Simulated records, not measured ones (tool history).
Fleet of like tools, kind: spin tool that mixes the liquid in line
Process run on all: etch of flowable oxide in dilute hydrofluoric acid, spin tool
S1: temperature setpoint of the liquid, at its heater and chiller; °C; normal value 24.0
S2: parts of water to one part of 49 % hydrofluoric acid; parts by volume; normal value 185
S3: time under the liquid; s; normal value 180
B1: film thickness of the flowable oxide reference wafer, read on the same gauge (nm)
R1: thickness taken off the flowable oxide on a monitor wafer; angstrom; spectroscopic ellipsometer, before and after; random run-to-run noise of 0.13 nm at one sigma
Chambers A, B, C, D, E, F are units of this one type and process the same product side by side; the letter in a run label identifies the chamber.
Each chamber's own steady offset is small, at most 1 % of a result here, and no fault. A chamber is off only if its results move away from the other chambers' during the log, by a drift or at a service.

{"run": "1E", "hour": 8.1, "S1": 24.0, "S2": 185, "S3": 180, "B1": 80.008, "R1": 217.12}
{"run": "2D", "hour": 22.7, "S1": 24.0, "S2": 185, "S3": 180, "B1": 80.004, "R1": 216.82}
{"run": "3A", "hour": 32.1, "S1": 24.0, "S2": 185, "S3": 180, "B1": 79.985, "R1": 218.69}
{"run": "4C", "hour": 39.5, "S1": 24.0, "S2": 185, "S3": 180, "B1": 79.974, "R1": 218.25}
{"run": "5F", "hour": 48.5, "S1": 24.0, "S2": 185, "S3": 180, "B1": 80.012, "R1": 217.4}
{"run": "6B", "hour": 63.0, "S1": 24.0, "S2": 185, "S3": 180, "B1": 80.0, "R1": 213.81}
{"run": "7A", "hour": 77.1, "S1": 24.0, "S2": 185, "S3": 180, "B1": 80.004, "R1": 217.14}
{"run": "8E", "hour": 88.9, "S1": 24.0, "S2": 185, "S3": 180, "B1": 79.989, "R1": 217.85}
{"run": "9D", "hour": 95.6, "S1": 24.0, "S2": 185, "S3": 180, "B1": 80.01, "R1": 213.84}
{"run": "10C", "hour": 105.8, "S1": 24.0, "S2": 185, "S3": 180, "B1": 80.005, "R1": 217.08}
{"run": "11F", "hour": 115.3, "S1": 24.0, "S2": 185, "S3": 180, "B1": 79.986, "R1": 213.96}
{"run": "12B", "hour": 123.7, "S1": 24.0, "S2": 185, "S3": 180, "B1": 79.999, "R1": 214.85}
{"run": "13E", "hour": 130.7, "S1": 24.0, "S2": 185, "S3": 180, "B1": 79.988, "R1": 217.61}
{"run": "14A", "hour": 139.8, "S1": 24.0, "S2": 185, "S3": 180, "B1": 79.984, "R1": 218.24}
{"run": "15B", "hour": 151.8, "S1": 24.0, "S2": 185, "S3": 180, "B1": 80.022, "R1": 213.74}
{"run": "16C", "hour": 158.8, "S1": 24.0, "S2": 185, "S3": 180, "B1": 79.985, "R1": 220.71}
{"run": "17F", "hour": 166.3, "S1": 21.0, "S2": 185, "S3": 180, "B1": 80.015, "R1": 190.06}
{"hour": 172.4, "done": "chamber A: hydrofluoric acid flow meter replaced"}
{"run": "18D", "hour": 174.2, "S1": 21.0, "S2": 185, "S3": 180, "B1": 79.992, "R1": 190.68}
{"run": "19F", "hour": 185.9, "S1": 21.0, "S2": 185, "S3": 180, "B1": 79.995, "R1": 193.81}
{"run": "20A", "hour": 195.4, "S1": 21.0, "S2": 185, "S3": 180, "B1": 79.986, "R1": 194.03}
{"run": "21C", "hour": 209.0, "S1": 21.0, "S2": 185, "S3": 180, "B1": 80.002, "R1": 195.23}
{"run": "22B", "hour": 217.5, "S1": 21.0, "S2": 185, "S3": 180, "B1": 79.992, "R1": 191.18}
{"run": "23D", "hour": 230.0, "S1": 24.0, "S2": 185, "S3": 180, "B1": 80.015, "R1": 207.17}
{"run": "24E", "hour": 238.5, "S1": 24.0, "S2": 185, "S3": 180, "B1": 79.988, "R1": 217.71}
{"run": "25A", "hour": 248.4, "S1": 24.0, "S2": 185, "S3": 180, "B1": 79.999, "R1": 214.15}
{"run": "26B", "hour": 257.2, "S1": 24.0, "S2": 185, "S3": 180, "B1": 79.995, "R1": 212.56}
{"run": "27C", "hour": 267.7, "S1": 24.0, "S2": 185, "S3": 180, "B1": 80.024, "R1": 218.52}
{"run": "28E", "hour": 282.0, "S1": 24.0, "S2": 185, "S3": 180, "B1": 80.005, "R1": 216.52}
{"run": "29D", "hour": 293.2, "S1": 24.0, "S2": 185, "S3": 180, "B1": 80.019, "R1": 207.48}
{"hour": 301.5, "done": "chamber A: thermometer replaced"}
{"run": "30F", "hour": 302.9, "S1": 24.0, "S2": 185, "S3": 180, "B1": 79.994, "R1": 215.39}
{"hour": 308.1, "done": "chamber B: hydrofluoric acid flow meter replaced"}
{"run": "31E", "hour": 316.0, "S1": 24.0, "S2": 185, "S3": 180, "B1": 80.006, "R1": 217.45}
{"hour": 319.8, "done": "chamber C: hydrofluoric acid flow meter replaced"}
{"run": "32F", "hour": 328.5, "S1": 22.5, "S2": 100, "S3": 180, "B1": 80.01, "R1": 422.64}
{"run": "33B", "hour": 335.2, "S1": 22.5, "S2": 100, "S3": 180, "B1": 79.997, "R1": 407.04}
{"run": "34A", "hour": 346.8, "S1": 22.5, "S2": 100, "S3": 180, "B1": 80.002, "R1": 423.84}
{"run": "35C", "hour": 356.6, "S1": 22.5, "S2": 100, "S3": 180, "B1": 79.987, "R1": 419.52}
{"run": "36D", "hour": 370.9, "S1": 22.5, "S2": 100, "S3": 180, "B1": 80.009, "R1": 390.64}
{"run": "37F", "hour": 378.0, "S1": 22.5, "S2": 100, "S3": 180, "B1": 79.991, "R1": 414.54}
{"run": "38E", "hour": 389.7, "S1": 24.0, "S2": 185, "S3": 180, "B1": 79.99, "R1": 215.46}

Predict what each chamber gives when all 6 of them run the settings below next.
{"run": "39A", "hour": 400.3, "S1": 28.5, "S2": 185, "S3": 180, "R1": "?"}
{"run": "39B", "hour": 400.3, "S1": 28.5, "S2": 185, "S3": 180, "R1": "?"}
{"run": "39C", "hour": 400.3, "S1": 28.5, "S2": 185, "S3": 180, "R1": "?"}
{"run": "39D", "hour": 400.3, "S1": 28.5, "S2": 185, "S3": 180, "R1": "?"}
{"run": "39E", "hour": 400.3, "S1": 28.5, "S2": 185, "S3": 180, "R1": "?"}
{"run": "39F", "hour": 400.3, "S1": 28.5, "S2": 185, "S3": 180, "R1": "?"}

run=39A R1=255.32
run=39B R1=249.86
run=39C R1=254.07
run=39D R1=238.23
run=39E R1=255.55
run=39F R1=257.14
